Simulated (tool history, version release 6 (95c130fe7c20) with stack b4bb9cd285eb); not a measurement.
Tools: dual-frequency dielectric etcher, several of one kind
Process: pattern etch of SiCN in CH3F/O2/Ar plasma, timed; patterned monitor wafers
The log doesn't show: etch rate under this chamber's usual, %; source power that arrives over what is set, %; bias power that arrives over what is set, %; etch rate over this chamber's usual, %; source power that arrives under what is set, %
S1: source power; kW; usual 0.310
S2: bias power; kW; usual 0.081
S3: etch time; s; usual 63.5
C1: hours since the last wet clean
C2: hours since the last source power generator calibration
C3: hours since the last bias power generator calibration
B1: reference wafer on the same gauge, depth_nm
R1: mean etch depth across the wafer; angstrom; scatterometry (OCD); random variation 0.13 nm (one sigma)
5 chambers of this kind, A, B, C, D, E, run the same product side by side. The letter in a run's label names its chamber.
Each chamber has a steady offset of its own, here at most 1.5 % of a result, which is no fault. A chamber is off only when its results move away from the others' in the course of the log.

run,hour,S1,S2,S3,C1,C2,C3,B1,R1
1C,12.1,0.310,0.081,63.5,200.4,1652.2,3321.0,25.804,222.68
2D,20.1,0.310,0.081,63.5,46.5,1392.0,3648.6,25.813,225.22
3E,28.0,0.310,0.081,63.5,98.0,254.3,485.9,25.818,225.74
4B,35.1,0.310,0.081,63.5,516.6,390.9,913.4,25.772,227.22
5A,48.5,0.310,0.081,63.5,290.9,3140.5,887.4,25.810,228.09
# hour 48.9: chamber B: wet clean of the chamber
6A,61.1,0.310,0.081,63.5,303.5,3153.1,900.0,25.781,229.63
7C,73.8,0.310,0.081,63.5,262.1,1713.9,3382.7,25.802,225.07
8D,83.2,0.310,0.081,63.5,109.6,1455.1,3711.7,25.752,225.10
# hour 86.8: chamber D: bias power generator calibrated
9B,92.1,0.310,0.081,63.5,43.2,447.9,970.4,25.787,227.77
10E,102.6,0.310,0.081,63.5,172.6,328.9,560.5,25.777,225.00
11E,112.9,0.310,0.081,63.5,182.9,339.2,570.8,25.825,222.20
12C,121.8,0.310,0.081,63.5,310.1,1761.9,3430.7,25.814,227.24
13A,128.9,0.310,0.081,63.5,371.3,3220.9,967.8,25.791,224.94
14B,141.4,0.310,0.081,63.5,92.5,497.2,1019.7,25.788,229.04
15D,153.6,0.310,0.081,50.5,180.0,1525.5,66.8,25.767,179.20
16D,163.5,0.310,0.081,50.5,189.9,1535.4,76.7,25.788,179.29
17B,171.7,0.310,0.081,50.5,122.8,527.5,1050.0,25.797,181.58
18C,183.7,0.310,0.081,50.5,372.0,1823.8,3492.6,25.810,179.97
19A,196.9,0.310,0.081,50.5,439.3,3288.9,1035.8,25.798,180.00
20E,209.9,0.310,0.081,63.5,279.9,436.2,667.8,25.824,223.79
21C,216.2,0.310,0.081,63.5,404.5,1856.3,3525.1,25.783,229.36
# hour 218.3: chamber A: wet clean of the chamber
22D,226.7,0.310,0.081,63.5,253.1,1598.6,139.9,25.796,225.66
23B,234.9,0.310,0.081,63.5,186.0,590.7,1113.2,25.789,226.98
24A,243.4,0.310,0.093,52.5,25.2,3335.4,1082.3,25.817,197.55
25E,251.7,0.310,0.093,52.5,321.7,478.0,709.6,25.801,194.88
26E,261.8,0.310,0.093,52.5,331.8,488.1,719.7,25.796,196.86
27D,273.1,0.310,0.093,52.5,299.5,1645.0,186.3,25.795,195.96
28B,285.1,0.310,0.093,52.5,236.2,640.9,1163.4,25.810,199.23
# hour 287.4: chamber D: wet clean of the chamber
29C,291.8,0.310,0.081,63.5,480.1,1931.9,3600.7,25.817,232.37
30A,302.2,0.310,0.081,63.5,84.0,3394.2,1141.1,25.804,227.94
# hour 309.1: chamber C: source power generator calibrated
31B,310.4,0.310,0.081,63.5,261.5,666.2,1188.7,25.784,228.88
32E,318.4,0.310,0.081,63.5,388.4,544.7,776.3,25.792,225.94
33C,324.3,0.310,0.081,63.5,512.6,15.3,3633.2,25.816,230.34
34A,335.3,0.370,0.081,63.5,117.1,3427.3,1174.2,25.858,243.29
35D,345.7,0.370,0.081,63.5,58.4,1717.6,258.9,25.777,240.14
36B,357.6,0.370,0.081,63.5,308.7,713.4,1235.9,25.782,243.75
37A,365.9,0.370,0.081,63.5,147.7,3457.9,1204.8,25.809,243.19
38E,379.2,0.370,0.081,63.5,449.2,605.5,837.1,25.763,238.22
39D,385.9,0.310,0.081,63.5,98.6,1757.8,299.1,25.791,222.47

Next, every chamber runs the same settings. What will each give?
40A,395.5,0.240,0.081,63.5,,,,,?
40B,395.5,0.240,0.081,63.5,,,,,?
40C,395.5,0.240,0.081,63.5,,,,,?
40D,395.5,0.240,0.081,63.5,,,,,?
40E,395.5,0.240,0.081,63.5,,,,,?

run,R1
40A,207.06
40B,206.01
40C,209.99
40D,203.71
40E,204.66

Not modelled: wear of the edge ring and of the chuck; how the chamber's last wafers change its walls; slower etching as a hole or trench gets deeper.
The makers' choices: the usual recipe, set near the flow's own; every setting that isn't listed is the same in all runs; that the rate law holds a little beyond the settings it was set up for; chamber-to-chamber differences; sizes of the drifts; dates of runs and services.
